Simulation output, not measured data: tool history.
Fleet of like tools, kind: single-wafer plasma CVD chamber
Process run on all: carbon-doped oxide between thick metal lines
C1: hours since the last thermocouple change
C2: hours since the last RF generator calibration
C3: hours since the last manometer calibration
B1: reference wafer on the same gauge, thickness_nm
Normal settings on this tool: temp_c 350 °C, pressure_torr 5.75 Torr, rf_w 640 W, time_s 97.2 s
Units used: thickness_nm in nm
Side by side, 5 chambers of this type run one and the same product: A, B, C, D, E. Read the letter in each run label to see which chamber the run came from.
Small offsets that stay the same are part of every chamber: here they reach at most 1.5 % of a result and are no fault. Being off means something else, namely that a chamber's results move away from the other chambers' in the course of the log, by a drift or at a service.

{"run": "1B", "hour": 5.1, "temp_c": 350, "pressure_torr": 5.75, "rf_w": 640, "time_s": 97.2, "C1": 754.1, "C2": 115.4, "C3": 2012.8, "B1": 589.94, "thickness_nm": 573.49}
{"hour": 13.6, "done": "chamber E: RF generator calibrated"}
{"run": "2C", "hour": 15.1, "temp_c": 350, "pressure_torr": 5.75, "rf_w": 640, "time_s": 97.2, "C1": 1046.7, "C2": 467.3, "C3": 1311.9, "B1": 590.66, "thickness_nm": 573.8}
{"run": "3A", "hour": 25.4, "temp_c": 350, "pressure_torr": 5.75, "rf_w": 640, "time_s": 97.2, "C1": 673.2, "C2": 1180.9, "C3": 895.3, "B1": 590.23, "thickness_nm": 577.24}
{"run": "4D", "hour": 33.7, "temp_c": 350, "pressure_torr": 5.75, "rf_w": 640, "time_s": 97.2, "C1": 862.4, "C2": 744.7, "C3": 1028.2, "B1": 590.15, "thickness_nm": 578.27}
{"run": "5E", "hour": 40.2, "temp_c": 350, "pressure_torr": 5.75, "rf_w": 640, "time_s": 97.2, "C1": 557.1, "C2": 26.6, "C3": 1548.9, "B1": 589.91, "thickness_nm": 582.97}
{"run": "6D", "hour": 46.0, "temp_c": 350, "pressure_torr": 5.75, "rf_w": 640, "time_s": 97.2, "C1": 874.7, "C2": 757.0, "C3": 1040.5, "B1": 589.37, "thickness_nm": 578.03}
{"run": "7E", "hour": 56.9, "temp_c": 350, "pressure_torr": 5.75, "rf_w": 640, "time_s": 97.2, "C1": 573.8, "C2": 43.3, "C3": 1565.6, "B1": 590.1, "thickness_nm": 576.44}
{"hour": 63.3, "done": "chamber E: capacitance manometer re-zeroed and calibrated"}
{"run": "8C", "hour": 67.0, "temp_c": 350, "pressure_torr": 5.75, "rf_w": 640, "time_s": 97.2, "C1": 1098.6, "C2": 519.2, "C3": 1363.8, "B1": 589.56, "thickness_nm": 573.8}
{"run": "9B", "hour": 72.7, "temp_c": 350, "pressure_torr": 5.75, "rf_w": 640, "time_s": 97.2, "C1": 821.7, "C2": 183.0, "C3": 2080.4, "B1": 589.63, "thickness_nm": 577.3}
{"run": "10A", "hour": 81.4, "temp_c": 350, "pressure_torr": 5.75, "rf_w": 640, "time_s": 97.2, "C1": 729.2, "C2": 1236.9, "C3": 951.3, "B1": 589.91, "thickness_nm": 578.98}
{"run": "11B", "hour": 89.1, "temp_c": 350, "pressure_torr": 5.75, "rf_w": 640, "time_s": 97.2, "C1": 838.1, "C2": 199.4, "C3": 2096.8, "B1": 590.18, "thickness_nm": 585.24}
{"run": "12E", "hour": 95.1, "temp_c": 350, "pressure_torr": 5.75, "rf_w": 640, "time_s": 97.2, "C1": 612.0, "C2": 81.5, "C3": 31.9, "B1": 589.31, "thickness_nm": 582.73}
{"run": "13D", "hour": 101.9, "temp_c": 350, "pressure_torr": 5.75, "rf_w": 640, "time_s": 97.2, "C1": 930.6, "C2": 812.9, "C3": 1096.4, "B1": 590.76, "thickness_nm": 577.78}
{"run": "14A", "hour": 112.6, "temp_c": 350, "pressure_torr": 5.75, "rf_w": 640, "time_s": 97.2, "C1": 760.4, "C2": 1268.1, "C3": 982.5, "B1": 590.29, "thickness_nm": 580.88}
{"run": "15C", "hour": 117.7, "temp_c": 350, "pressure_torr": 5.75, "rf_w": 640, "time_s": 97.2, "C1": 1149.3, "C2": 569.9, "C3": 1414.5, "B1": 590.53, "thickness_nm": 570.07}
{"run": "16E", "hour": 125.7, "temp_c": 337, "pressure_torr": 5.75, "rf_w": 640, "time_s": 97.2, "C1": 642.6, "C2": 112.1, "C3": 62.5, "B1": 589.79, "thickness_nm": 601.41}
{"run": "17B", "hour": 131.4, "temp_c": 337, "pressure_torr": 5.75, "rf_w": 640, "time_s": 97.2, "C1": 880.4, "C2": 241.7, "C3": 2139.1, "B1": 590.2, "thickness_nm": 600.67}
{"run": "18D", "hour": 139.0, "temp_c": 337, "pressure_torr": 5.75, "rf_w": 640, "time_s": 97.2, "C1": 967.7, "C2": 850.0, "C3": 1133.5, "B1": 589.58, "thickness_nm": 590.97}
{"hour": 144.0, "done": "chamber A: RF generator calibrated"}
{"run": "19C", "hour": 145.1, "temp_c": 337, "pressure_torr": 5.75, "rf_w": 640, "time_s": 97.2, "C1": 1176.7, "C2": 597.3, "C3": 1441.9, "B1": 590.47, "thickness_nm": 590.4}
{"run": "20A", "hour": 153.9, "temp_c": 337, "pressure_torr": 5.75, "rf_w": 640, "time_s": 97.2, "C1": 801.7, "C2": 10.0, "C3": 1023.8, "B1": 589.77, "thickness_nm": 600.62}
{"run": "21C", "hour": 159.7, "temp_c": 350, "pressure_torr": 5.75, "rf_w": 640, "time_s": 97.2, "C1": 1191.3, "C2": 611.9, "C3": 1456.5, "B1": 589.29, "thickness_nm": 575.9}
{"run": "22B", "hour": 169.3, "temp_c": 350, "pressure_torr": 5.75, "rf_w": 640, "time_s": 97.2, "C1": 918.3, "C2": 279.6, "C3": 2177.0, "B1": 590.03, "thickness_nm": 581.34}
{"run": "23E", "hour": 179.9, "temp_c": 350, "pressure_torr": 5.75, "rf_w": 640, "time_s": 115.5, "C1": 696.8, "C2": 166.3, "C3": 116.7, "B1": 590.06, "thickness_nm": 683.51}
{"run": "24A", "hour": 189.0, "temp_c": 350, "pressure_torr": 5.75, "rf_w": 640, "time_s": 115.5, "C1": 836.8, "C2": 45.1, "C3": 1058.9, "B1": 589.91, "thickness_nm": 686.37}
{"run": "25D", "hour": 196.2, "temp_c": 350, "pressure_torr": 5.75, "rf_w": 640, "time_s": 115.5, "C1": 1024.9, "C2": 907.2, "C3": 1190.7, "B1": 590.02, "thickness_nm": 674.7}
{"run": "26C", "hour": 205.4, "temp_c": 350, "pressure_torr": 5.75, "rf_w": 640, "time_s": 115.5, "C1": 1237.0, "C2": 657.6, "C3": 1502.2, "B1": 589.68, "thickness_nm": 682.46}
{"run": "27A", "hour": 211.3, "temp_c": 350, "pressure_torr": 5.75, "rf_w": 640, "time_s": 115.5, "C1": 859.1, "C2": 67.4, "C3": 1081.2, "B1": 589.81, "thickness_nm": 691.31}
{"hour": 212.9, "done": "chamber C: capacitance manometer re-zeroed and calibrated"}
{"run": "28D", "hour": 220.9, "temp_c": 350, "pressure_torr": 5.75, "rf_w": 640, "time_s": 97.2, "C1": 1049.6, "C2": 931.9, "C3": 1215.4, "B1": 589.83, "thickness_nm": 565.57}
{"run": "29B", "hour": 225.7, "temp_c": 350, "pressure_torr": 5.75, "rf_w": 640, "time_s": 97.2, "C1": 974.7, "C2": 336.0, "C3": 2233.4, "B1": 589.98, "thickness_nm": 578.28}
{"run": "30E", "hour": 236.3, "temp_c": 350, "pressure_torr": 5.75, "rf_w": 640, "time_s": 97.2, "C1": 753.2, "C2": 222.7, "C3": 173.1, "B1": 590.58, "thickness_nm": 580.74}
{"run": "31A", "hour": 242.9, "temp_c": 350, "pressure_torr": 5.75, "rf_w": 640, "time_s": 97.2, "C1": 890.7, "C2": 99.0, "C3": 1112.8, "B1": 590.93, "thickness_nm": 578.68}
{"run": "32B", "hour": 251.6, "temp_c": 350, "pressure_torr": 5.75, "rf_w": 640, "time_s": 97.2, "C1": 1000.6, "C2": 361.9, "C3": 2259.3, "B1": 590.22, "thickness_nm": 583.88}
{"run": "33E", "hour": 259.6, "temp_c": 350, "pressure_torr": 5.75, "rf_w": 640, "time_s": 97.2, "C1": 776.5, "C2": 246.0, "C3": 196.4, "B1": 589.18, "thickness_nm": 583.32}
{"run": "34C", "hour": 266.0, "temp_c": 350, "pressure_torr": 5.75, "rf_w": 640, "time_s": 97.2, "C1": 1297.6, "C2": 718.2, "C3": 53.1, "B1": 590.33, "thickness_nm": 581.39}
{"run": "35D", "hour": 276.0, "temp_c": 350, "pressure_torr": 5.75, "rf_w": 640, "time_s": 97.2, "C1": 1104.7, "C2": 987.0, "C3": 1270.5, "B1": 590.28, "thickness_nm": 556.86}

Each of the 5 chambers runs these same settings next. Fill in every chamber's results:
{"run": "36A", "hour": 283.7, "temp_c": 350, "pressure_torr": 5.75, "rf_w": 640, "time_s": 97.2, "thickness_nm": "?"}
{"run": "36B", "hour": 283.7, "temp_c": 350, "pressure_torr": 5.75, "rf_w": 640, "time_s": 97.2, "thickness_nm": "?"}
{"run": "36C", "hour": 283.7, "temp_c": 350, "pressure_torr": 5.75, "rf_w": 640, "time_s": 97.2, "thickness_nm": "?"}
{"run": "36D", "hour": 283.7, "temp_c": 350, "pressure_torr": 5.75, "rf_w": 640, "time_s": 97.2, "thickness_nm": "?"}
{"run": "36E", "hour": 283.7, "temp_c": 350, "pressure_torr": 5.75, "rf_w": 640, "time_s": 97.2, "thickness_nm": "?"}

run=36A thickness_nm=584.40
run=36B thickness_nm=576.88
run=36C thickness_nm=575.38
run=36D thickness_nm=555.09
run=36E thickness_nm=585.46
